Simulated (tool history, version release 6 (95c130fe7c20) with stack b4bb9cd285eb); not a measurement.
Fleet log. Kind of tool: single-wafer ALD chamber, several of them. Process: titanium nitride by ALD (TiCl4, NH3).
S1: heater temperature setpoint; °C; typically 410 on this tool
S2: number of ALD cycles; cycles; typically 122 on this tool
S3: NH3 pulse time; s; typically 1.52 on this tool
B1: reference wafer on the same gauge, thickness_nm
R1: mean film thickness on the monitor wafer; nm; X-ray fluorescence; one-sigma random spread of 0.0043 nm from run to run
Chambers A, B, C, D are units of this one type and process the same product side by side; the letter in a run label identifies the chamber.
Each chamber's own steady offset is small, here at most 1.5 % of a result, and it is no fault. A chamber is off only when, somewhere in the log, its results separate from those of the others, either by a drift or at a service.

run 1D hour=11.9 | S1=410 S2=122 S3=1.52 | B1=2.3782 | R1=2.6712
run 2A hour=25 | S1=410 S2=122 S3=1.52 | B1=2.3801 | R1=2.6905
run 3C hour=36.4 | S1=410 S2=122 S3=1.52 | B1=2.3789 | R1=2.681
run 4B hour=48.7 | S1=410 S2=122 S3=1.52 | B1=2.3779 | R1=2.6972
run 5C hour=57.3 | S1=410 S2=122 S3=1.52 | B1=2.3782 | R1=2.6759
run 6D hour=68.3 | S1=410 S2=122 S3=1.52 | B1=2.3775 | R1=2.6659
run 7A hour=79.2 | S1=410 S2=122 S3=1.52 | B1=2.3775 | R1=2.6766
run 8B hour=93.9 | S1=410 S2=122 S3=1.52 | B1=2.3772 | R1=2.7016
run 9B hour=102.1 | S1=410 S2=122 S3=1.52 | B1=2.3752 | R1=2.7023
run 10D hour=112.4 | S1=410 S2=122 S3=1.52 | B1=2.3763 | R1=2.6611
run 11C hour=119.8 | S1=410 S2=122 S3=1.52 | B1=2.3766 | R1=2.6728
run 12A hour=128.1 | S1=410 S2=122 S3=1.52 | B1=2.3751 | R1=2.6797
run 13C hour=141.9 | S1=410 S2=122 S3=1.52 | B1=2.3745 | R1=2.6727
run 14A hour=150.4 | S1=410 S2=122 S3=1.52 | B1=2.3742 | R1=2.6924
run 15D hour=157.7 | S1=410 S2=122 S3=1.52 | B1=2.3732 | R1=2.6642
run 16B hour=170.1 | S1=410 S2=122 S3=1.52 | B1=2.3739 | R1=2.695
run 17C hour=184.3 | S1=410 S2=122 S3=1.52 | B1=2.3727 | R1=2.6807
run 18B hour=196.2 | S1=410 S2=122 S3=1.52 | B1=2.3727 | R1=2.6984
run 19A hour=208.5 | S1=410 S2=122 S3=1.52 | B1=2.3718 | R1=2.6826
run 20D hour=222.8 | S1=410 S2=122 S3=1.52 | B1=2.3722 | R1=2.6674
run 21A hour=232.7 | S1=396 S2=122 S3=1.81 | B1=2.3718 | R1=2.6757
run 22C hour=243.1 | S1=396 S2=122 S3=1.81 | B1=2.3705 | R1=2.6607
-- hour=250.8 chamber C: thermocouple changed; heater temperature recalibrated
run 23D hour=255.2 | S1=396 S2=122 S3=1.81 | B1=2.3704 | R1=2.6559
run 24B hour=262.8 | S1=396 S2=122 S3=1.81 | B1=2.3702 | R1=2.6916
run 25C hour=274.2 | S1=410 S2=122 S3=1.52 | B1=2.3696 | R1=2.6764
run 26A hour=287.7 | S1=410 S2=122 S3=1.52 | B1=2.3688 | R1=2.6741
run 27D hour=296.2 | S1=410 S2=101 S3=1.28 | B1=2.3681 | R1=2.1865
run 28B hour=306.1 | S1=410 S2=101 S3=1.28 | B1=2.3678 | R1=2.2138
run 29A hour=318.3 | S1=410 S2=101 S3=1.28 | B1=2.3671 | R1=2.196
run 30B hour=327.3 | S1=410 S2=101 S3=1.28 | B1=2.3677 | R1=2.2076
run 31D hour=335.5 | S1=410 S2=122 S3=1.52 | B1=2.3683 | R1=2.6484
run 32C hour=346 | S1=410 S2=122 S3=1.52 | B1=2.3666 | R1=2.6695
run 33D hour=356.1 | S1=410 S2=122 S3=1.52 | B1=2.3676 | R1=2.6557
run 34A hour=363.1 | S1=410 S2=122 S3=0.96 | B1=2.3663 | R1=2.6174
run 35C hour=373.5 | S1=410 S2=122 S3=0.96 | B1=2.3654 | R1=2.6094
run 36B hour=379.8 | S1=410 S2=122 S3=0.96 | B1=2.3649 | R1=2.634
run 37B hour=390.1 | S1=410 S2=122 S3=0.96 | B1=2.3643 | R1=2.6306
run 38D hour=402.5 | S1=410 S2=122 S3=1.52 | B1=2.3641 | R1=2.6553

All 4 chambers run these settings next. Forecast each chamber's results:
run 39A hour=413.1 | S1=410 S2=122 S3=1.52 | R1=?
run 39B hour=413.1 | S1=410 S2=122 S3=1.52 | R1=?
run 39C hour=413.1 | S1=410 S2=122 S3=1.52 | R1=?
run 39D hour=413.1 | S1=410 S2=122 S3=1.52 | R1=?

run=39A R1=2.676
run=39B R1=2.6947
run=39C R1=2.6667
run=39D R1=2.6611

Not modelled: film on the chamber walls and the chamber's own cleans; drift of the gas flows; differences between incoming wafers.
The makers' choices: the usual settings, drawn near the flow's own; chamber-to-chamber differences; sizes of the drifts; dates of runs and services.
